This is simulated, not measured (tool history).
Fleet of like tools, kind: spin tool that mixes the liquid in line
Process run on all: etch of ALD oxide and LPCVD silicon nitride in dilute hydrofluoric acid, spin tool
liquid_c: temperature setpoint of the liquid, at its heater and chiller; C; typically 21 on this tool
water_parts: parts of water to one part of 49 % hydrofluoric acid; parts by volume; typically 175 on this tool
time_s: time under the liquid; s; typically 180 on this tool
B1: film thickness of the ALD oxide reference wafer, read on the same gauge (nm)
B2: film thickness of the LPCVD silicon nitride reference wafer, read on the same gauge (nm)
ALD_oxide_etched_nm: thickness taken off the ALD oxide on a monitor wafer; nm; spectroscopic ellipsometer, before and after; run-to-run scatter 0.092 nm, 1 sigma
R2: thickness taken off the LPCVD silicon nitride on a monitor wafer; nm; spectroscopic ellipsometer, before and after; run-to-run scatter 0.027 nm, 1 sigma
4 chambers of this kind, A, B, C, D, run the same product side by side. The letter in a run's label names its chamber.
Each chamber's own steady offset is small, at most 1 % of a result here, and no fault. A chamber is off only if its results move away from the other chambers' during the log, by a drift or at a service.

Run 1B, day 0.146: usual settings; B1 60.013; B2 40.009. Result: ALD_oxide_etched_nm 11.822 nm, R2 0.43199 nm.
Run 2A, day 0.25: usual settings; B1 59.993; B2 39.995. Result: ALD_oxide_etched_nm 11.929 nm, R2 0.45689 nm.
Run 3C, day 0.375: usual settings; B1 59.99; B2 39.963. Result: ALD_oxide_etched_nm 12.069 nm, R2 0.45428 nm.
Run 4D, day 0.467: usual settings; B1 59.992; B2 39.981. Result: ALD_oxide_etched_nm 11.863 nm, R2 0.42411 nm.
Run 5D, day 0.588: usual settings; B1 60.002; B2 40.034. Result: ALD_oxide_etched_nm 11.654 nm, R2 0.46901 nm.
Run 6C, day 0.754: usual settings; B1 59.991; B2 39.996. Result: ALD_oxide_etched_nm 12.052 nm, R2 0.48832 nm.
Run 7B, day 0.908: usual settings; B1 60.011; B2 39.999. Result: ALD_oxide_etched_nm 11.879 nm, R2 0.42198 nm.
Run 8A, day 1.062: usual settings; B1 59.993; B2 39.994. Result: ALD_oxide_etched_nm 11.839 nm, R2 0.45102 nm.
Run 9C, day 1.188: usual settings; B1 60.001; B2 39.989. Result: ALD_oxide_etched_nm 12.113 nm, R2 0.41475 nm.
Run 10A, day 1.371: usual settings; B1 60.008; B2 40.026. Result: ALD_oxide_etched_nm 11.945 nm, R2 0.4452 nm.
Run 11B, day 1.542: usual settings; B1 60.005; B2 39.974. Result: ALD_oxide_etched_nm 11.972 nm, R2 0.45059 nm.
Run 12D, day 1.638: usual settings but liquid_c 25.5 C; B1 59.994; B2 40.016. Result: ALD_oxide_etched_nm 14.17 nm, R2 0.54053 nm.
Run 13A, day 1.742: usual settings but liquid_c 25.5 C; B1 60.003; B2 40.013. Result: ALD_oxide_etched_nm 14.128 nm, R2 0.61325 nm.
Run 14D, day 1.942: usual settings but liquid_c 25.5 C; B1 60.002; B2 39.985. Result: ALD_oxide_etched_nm 14.086 nm, R2 0.59856 nm.
Run 15B, day 2.079: usual settings but liquid_c 25.5 C; B1 60.014; B2 39.996. Result: ALD_oxide_etched_nm 14.636 nm, R2 0.58051 nm.
Run 16C, day 2.238: usual settings; B1 59.993; B2 39.989. Result: ALD_oxide_etched_nm 12.121 nm, R2 0.42088 nm.
Run 17A, day 2.362: usual settings; B1 60.027; B2 39.978. Result: ALD_oxide_etched_nm 11.93 nm, R2 0.46426 nm.
Run 18C, day 2.562: usual settings; B1 59.999; B2 40.01. Result: ALD_oxide_etched_nm 12.159 nm, R2 0.47135 nm.
Run 19D, day 2.688: usual settings; B1 60.003; B2 40.009. Result: ALD_oxide_etched_nm 11.938 nm, R2 0.43816 nm.
Run 20B, day 2.817: usual settings; B1 60; B2 40.006. Result: ALD_oxide_etched_nm 12.091 nm, R2 0.42406 nm.
Run 21D, day 3.017: usual settings; B1 59.997; B2 40.02. Result: ALD_oxide_etched_nm 11.936 nm, R2 0.41216 nm.
Run 22C, day 3.146: usual settings; B1 60.01; B2 39.984. Result: ALD_oxide_etched_nm 11.951 nm, R2 0.39599 nm.
Run 23B, day 3.279: usual settings but liquid_c 25.5 C, time_s 265 s; B1 59.982; B2 39.967. Result: ALD_oxide_etched_nm 21.705 nm, R2 0.89908 nm.
Run 24A, day 3.396: usual settings but liquid_c 25.5 C, time_s 265 s; B1 59.99; B2 40.003. Result: ALD_oxide_etched_nm 20.67 nm, R2 0.854 nm.
Run 25D, day 3.533: usual settings but liquid_c 25.5 C, time_s 265 s; B1 60.008; B2 40.016. Result: ALD_oxide_etched_nm 20.952 nm, R2 0.81909 nm.
Run 26A, day 3.654: usual settings but liquid_c 25.5 C, time_s 265 s; B1 60.027; B2 39.982. Result: ALD_oxide_etched_nm 20.722 nm, R2 0.81425 nm.
Run 27B, day 3.833: usual settings; B1 59.991; B2 40.001. Result: ALD_oxide_etched_nm 12.471 nm, R2 0.46469 nm.
Run 28C, day 4.012: usual settings; B1 59.997; B2 40.01. Result: ALD_oxide_etched_nm 11.957 nm, R2 0.47385 nm.
Run 29B, day 4.138: usual settings; B1 60.002; B2 39.981. Result: ALD_oxide_etched_nm 12.647 nm, R2 0.47921 nm.

Decide between three cases: one chamber stands off from its peers, the gauge reading all wafers drifts, or nothing is wrong past each chamber's small offset. Where a chamber is off, say which and what most likely put it there.

Little by little, chamber B moves away from the other chambers.
Likeliest cause: liquid hotter than its thermometer reads (K) = 1.65.

Below are 4 candidate recipes for chamber B's next run, each the usual settings with a change, their results shown as question marks. Which of them brings B's results back in line with what the other chambers give on the usual settings?
A result is in line if it is within this distance of the other chambers' mean on the usual settings: ALD_oxide_etched_nm 0.32 nm; R2 0.095 nm
Run 30B-1, day 4.279: usual settings but liquid_c 21.5 C. Result: ALD_oxide_etched_nm ?, R2 ?.
Run 30B-2, day 4.279: usual settings but liquid_c 20.5 C. Result: ALD_oxide_etched_nm ?, R2 ?.
Run 30B-3, day 4.279: usual settings but liquid_c 20 C, water_parts 170 parts by volume, time_s 170 s. Result: ALD_oxide_etched_nm ?, R2 ?.
Run 30B-4, day 4.279: usual settings but liquid_c 22 C, water_parts 180 parts by volume, time_s 190 s. Result: ALD_oxide_etched_nm ?, R2 ?.

Usual-settings mean across the other chambers: ALD_oxide_etched_nm 11.916 nm; R2 0.43044 nm
  run  ALD_oxide_etched_nm       R2
30B-1               12.959      0.5
30B-2               12.465  0.46809
30B-3               11.939  0.43976
30B-4               13.485  0.53023
Change 30B-3 lands the chamber within the allowed miss of the other chambers.
